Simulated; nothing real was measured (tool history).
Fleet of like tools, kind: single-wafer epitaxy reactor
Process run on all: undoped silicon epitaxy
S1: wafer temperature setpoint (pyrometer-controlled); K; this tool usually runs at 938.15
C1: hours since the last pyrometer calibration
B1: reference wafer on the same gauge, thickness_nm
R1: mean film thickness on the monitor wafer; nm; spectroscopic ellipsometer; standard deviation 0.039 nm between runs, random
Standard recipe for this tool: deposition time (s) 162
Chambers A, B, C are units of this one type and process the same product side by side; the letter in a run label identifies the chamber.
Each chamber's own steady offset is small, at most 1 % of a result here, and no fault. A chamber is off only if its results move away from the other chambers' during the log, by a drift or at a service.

{"run": "1C", "day": 0.167, "S1": 938.15, "deposition time (s)": 162, "C1": 2073.2, "B1": 31.496, "R1": 37.689}
{"run": "2A", "day": 0.333, "S1": 938.15, "deposition time (s)": 162, "C1": 206.6, "B1": 31.492, "R1": 37.927}
{"run": "3B", "day": 0.479, "S1": 938.15, "deposition time (s)": 162, "C1": 253.3, "B1": 31.494, "R1": 37.707}
{"run": "4B", "day": 0.7, "S1": 938.15, "deposition time (s)": 162, "C1": 258.6, "B1": 31.488, "R1": 37.646}
{"run": "5C", "day": 0.817, "S1": 938.15, "deposition time (s)": 162, "C1": 2088.8, "B1": 31.491, "R1": 37.653}
{"run": "6A", "day": 0.929, "S1": 938.15, "deposition time (s)": 162, "C1": 220.9, "B1": 31.483, "R1": 37.88}
{"run": "7B", "day": 1.167, "S1": 938.15, "deposition time (s)": 162, "C1": 269.8, "B1": 31.483, "R1": 37.784}
{"run": "8C", "day": 1.304, "S1": 947.15, "deposition time (s)": 162, "C1": 2100.5, "B1": 31.482, "R1": 45.425}
{"run": "9A", "day": 1.417, "S1": 947.15, "deposition time (s)": 162, "C1": 232.6, "B1": 31.485, "R1": 45.861}
{"run": "10B", "day": 1.617, "S1": 947.15, "deposition time (s)": 162, "C1": 280.6, "B1": 31.467, "R1": 45.633}
{"run": "11A", "day": 1.833, "S1": 938.15, "deposition time (s)": 162, "C1": 242.6, "B1": 31.458, "R1": 37.812}
{"run": "12C", "day": 1.958, "S1": 943.15, "deposition time (s)": 162, "C1": 2116.2, "B1": 31.462, "R1": 41.842}
{"run": "13B", "day": 2.1, "S1": 943.15, "deposition time (s)": 162, "C1": 292.2, "B1": 31.467, "R1": 41.963}
{"run": "14A", "day": 2.288, "S1": 943.15, "deposition time (s)": 162, "C1": 253.5, "B1": 31.451, "R1": 42.119}
{"run": "15C", "day": 2.45, "S1": 938.15, "deposition time (s)": 162, "C1": 2128, "B1": 31.461, "R1": 37.673}
{"run": "16C", "day": 2.7, "S1": 932.15, "deposition time (s)": 162, "C1": 2134, "B1": 31.453, "R1": 33.148}
{"run": "17A", "day": 2.95, "S1": 932.15, "deposition time (s)": 162, "C1": 269.4, "B1": 31.445, "R1": 33.195}
{"run": "18B", "day": 3.096, "S1": 932.15, "deposition time (s)": 162, "C1": 316.1, "B1": 31.44, "R1": 33.113}
{"run": "19A", "day": 3.271, "S1": 934.15, "deposition time (s)": 144, "C1": 277.1, "B1": 31.433, "R1": 30.863}
{"run": "20C", "day": 3.496, "S1": 934.15, "deposition time (s)": 144, "C1": 2153.1, "B1": 31.442, "R1": 30.689}
{"run": "21B", "day": 3.617, "S1": 934.15, "deposition time (s)": 144, "C1": 328.6, "B1": 31.438, "R1": 30.673}
{"run": "22C", "day": 3.833, "S1": 938.15, "deposition time (s)": 139, "C1": 2161.2, "B1": 31.434, "R1": 32.295}
{"run": "23B", "day": 4.079, "S1": 938.15, "deposition time (s)": 139, "C1": 339.7, "B1": 31.425, "R1": 32.3}
{"run": "24A", "day": 4.321, "S1": 938.15, "deposition time (s)": 139, "C1": 302.3, "B1": 31.417, "R1": 32.36}
{"run": "25B", "day": 4.554, "S1": 938.15, "deposition time (s)": 162, "C1": 351.1, "B1": 31.42, "R1": 37.563}
{"run": "26C", "day": 4.758, "S1": 931.15, "deposition time (s)": 141, "C1": 2183.4, "B1": 31.411, "R1": 28.196}
{"run": "27A", "day": 4.962, "S1": 931.15, "deposition time (s)": 141, "C1": 317.7, "B1": 31.415, "R1": 28.224}
{"run": "28B", "day": 5.175, "S1": 931.15, "deposition time (s)": 141, "C1": 366, "B1": 31.409, "R1": 28.136}
{"run": "29A", "day": 5.321, "S1": 938.15, "deposition time (s)": 162, "C1": 326.3, "B1": 31.399, "R1": 37.672}
{"run": "30C", "day": 5.55, "S1": 952.15, "deposition time (s)": 162, "C1": 2202.4, "B1": 31.401, "R1": 50.216}
{"run": "31C", "day": 5.771, "S1": 952.15, "deposition time (s)": 162, "C1": 2207.7, "B1": 31.396, "R1": 50.114}
{"run": "32B", "day": 5.979, "S1": 952.15, "deposition time (s)": 162, "C1": 385.3, "B1": 31.4, "R1": 50.422}
{"run": "33A", "day": 6.171, "S1": 938.15, "deposition time (s)": 162, "C1": 346.7, "B1": 31.386, "R1": 37.738}
{"run": "34B", "day": 6.338, "S1": 938.15, "deposition time (s)": 162, "C1": 393.9, "B1": 31.376, "R1": 37.575}
{"run": "35C", "day": 6.496, "S1": 938.15, "deposition time (s)": 162, "C1": 2225.1, "B1": 31.374, "R1": 37.504}
{"run": "36A", "day": 6.738, "S1": 938.15, "deposition time (s)": 162, "C1": 360.3, "B1": 31.38, "R1": 37.616}
{"run": "37C", "day": 6.983, "S1": 929.15, "deposition time (s)": 142, "C1": 2236.8, "B1": 31.375, "R1": 27.109}

Next, every chamber runs the same settings. What will each give?
{"run": "38A", "day": 7.167, "S1": 938.15, "deposition time (s)": 162, "R1": "?"}
{"run": "38B", "day": 7.167, "S1": 938.15, "deposition time (s)": 162, "R1": "?"}
{"run": "38C", "day": 7.167, "S1": 938.15, "deposition time (s)": 162, "R1": "?"}

run=38A R1=37.718
run=38B R1=37.54
run=38C R1=37.517
